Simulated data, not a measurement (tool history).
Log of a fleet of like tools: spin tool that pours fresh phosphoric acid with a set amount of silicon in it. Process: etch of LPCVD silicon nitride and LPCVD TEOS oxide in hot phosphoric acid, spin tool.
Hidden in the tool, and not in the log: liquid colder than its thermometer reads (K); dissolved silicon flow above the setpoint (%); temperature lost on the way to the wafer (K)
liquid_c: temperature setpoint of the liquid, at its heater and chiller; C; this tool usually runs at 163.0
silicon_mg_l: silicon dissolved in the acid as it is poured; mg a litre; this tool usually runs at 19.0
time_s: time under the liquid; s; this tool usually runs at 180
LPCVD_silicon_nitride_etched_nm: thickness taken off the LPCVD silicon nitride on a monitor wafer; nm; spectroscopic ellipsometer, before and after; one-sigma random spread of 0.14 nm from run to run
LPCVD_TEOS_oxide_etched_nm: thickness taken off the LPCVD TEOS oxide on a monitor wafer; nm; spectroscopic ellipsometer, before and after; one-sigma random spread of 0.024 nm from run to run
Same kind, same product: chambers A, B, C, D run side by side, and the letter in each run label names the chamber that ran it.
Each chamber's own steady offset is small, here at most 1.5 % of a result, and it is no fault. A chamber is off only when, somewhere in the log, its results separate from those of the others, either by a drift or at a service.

run,hour,liquid_c,silicon_mg_l,time_s,hours since the thermometer was replaced,hours since the dissolved silicon flow meter was replaced,hours since the heated supply line was repaired,"read-back film thickness of the LPCVD silicon nitride reference wafer, read on the same gauge (nm)","read-back film thickness of the LPCVD TEOS oxide reference wafer, read on the same gauge (nm)",LPCVD_silicon_nitride_etched_nm,LPCVD_TEOS_oxide_etched_nm
1A,12.8,163.0,19.0,180,1793.9,566.7,2920.5,140.00,120.00,20.128,0.28241
2B,26.2,163.0,19.0,180,444.9,95.0,2091.0,140.00,119.99,19.182,0.28309
3C,38.2,163.0,19.0,180,2603.5,314.9,2349.0,140.01,119.98,20.130,0.30612
4D,46.6,163.0,19.0,180,1569.4,945.4,956.2,139.97,120.01,19.725,0.32631
5A,54.8,163.0,19.0,245,1835.9,608.7,2962.5,140.01,119.94,27.405,0.41199
6C,61.9,163.0,19.0,245,2627.2,338.6,2372.7,140.02,119.99,26.870,0.44018
7B,72.0,163.0,19.0,245,490.7,140.8,2136.8,140.02,120.04,26.617,0.41026
8D,80.2,163.0,19.0,245,1603.0,979.0,989.8,140.03,120.01,26.806,0.43216
# hour 81.8: chamber D: heated supply line repaired
9B,94.8,163.0,19.0,180,513.5,163.6,2159.6,140.00,119.99,19.504,0.27746
10C,103.7,163.0,19.0,180,2669.0,380.4,2414.5,139.99,120.00,19.842,0.31888
11D,112.7,166.0,27.5,180,1635.5,1011.5,30.9,139.97,119.97,21.507,0.27791
12A,125.3,166.0,27.5,180,1906.4,679.2,3033.0,139.95,119.98,22.072,0.25569
13D,136.8,166.0,27.5,180,1659.6,1035.6,55.0,140.01,119.99,21.283,0.27327
14C,144.5,166.0,27.5,180,2709.8,421.2,2455.3,140.00,119.99,21.980,0.26799
15A,152.8,163.0,19.0,180,1933.9,706.7,3060.5,140.03,120.05,20.110,0.28578
16B,164.7,162.0,19.0,265,583.4,233.5,2229.5,140.02,120.04,27.372,0.39818
17D,180.3,162.0,19.0,265,1703.1,1079.1,98.5,139.97,119.99,27.061,0.39170
18B,192.4,162.0,19.0,265,611.1,261.2,2257.2,140.00,120.02,27.880,0.46491
19C,202.4,162.0,19.0,265,2767.7,479.1,2513.2,139.99,120.00,28.020,0.34969
20A,213.9,163.0,19.0,180,1995.0,767.8,3121.6,140.02,120.00,20.233,0.26603
# hour 214.9: chamber C: thermometer replaced
21D,228.2,161.5,24.0,180,1751.0,1127.0,146.4,140.02,119.99,17.943,0.20609
22A,240.0,161.5,24.0,180,2021.1,793.9,3147.7,139.97,120.00,18.976,0.21861
23C,247.6,161.5,24.0,180,32.7,524.3,2558.4,139.95,119.97,18.753,0.20363
24B,260.3,161.5,24.0,180,679.0,329.1,2325.1,139.97,120.00,18.747,0.21575
25A,274.4,163.0,19.0,180,2055.5,828.3,3182.1,140.00,120.04,20.076,0.30029
26C,284.6,163.0,19.0,180,69.7,561.3,2595.4,140.01,120.02,19.755,0.31336
27D,294.2,163.0,19.0,180,1817.0,1193.0,212.4,140.01,120.02,18.287,0.22641
28B,302.0,163.0,19.0,180,720.7,370.8,2366.8,140.01,119.98,19.567,0.29996
29C,314.3,163.0,19.0,180,99.4,591.0,2625.1,139.98,119.96,19.786,0.31660
30B,327.4,163.0,19.0,180,746.1,396.2,2392.2,140.04,119.97,19.629,0.33069
31D,339.1,163.0,19.0,180,1861.9,1237.9,257.3,139.99,119.97,18.015,0.25163

What goes on in this fleet: one chamber off, a drifting gauge, or nothing beyond the chambers' own small offsets? Name the chamber and the cause, if any.

One chamber, D, drifts off from the rest bit by bit.
Likeliest cause: liquid colder than its thermometer reads (K) = 2.51.

Chamber D could run next with any of the 4 candidate recipes listed below; each alters the usual settings, and their results appear as question marks. Which one brings its results back in line with what the other chambers deliver on the usual settings?
In-line tolerance around the mean of the other chambers on the usual settings: LPCVD_silicon_nitride_etched_nm 0.490 nm; LPCVD_TEOS_oxide_etched_nm 0.08400 nm
32D-1,350.4,163.0,18.0,185,,,,,,?,?
32D-2,350.4,163.0,22.0,165,,,,,,?,?
32D-3,350.4,163.0,16.0,195,,,,,,?,?
32D-4,350.4,163.0,20.0,175,,,,,,?,?

What the other chambers average on the usual settings: LPCVD_silicon_nitride_etched_nm 19.762 nm; LPCVD_TEOS_oxide_etched_nm 0.29344 nm
run,LPCVD_silicon_nitride_etched_nm,LPCVD_TEOS_oxide_etched_nm
32D-1,18.638,0.24940
32D-2,16.623,0.19839
32D-3,19.645,0.27709
32D-4,17.630,0.22316
With 32D-3, the chamber falls back in line with the rest.
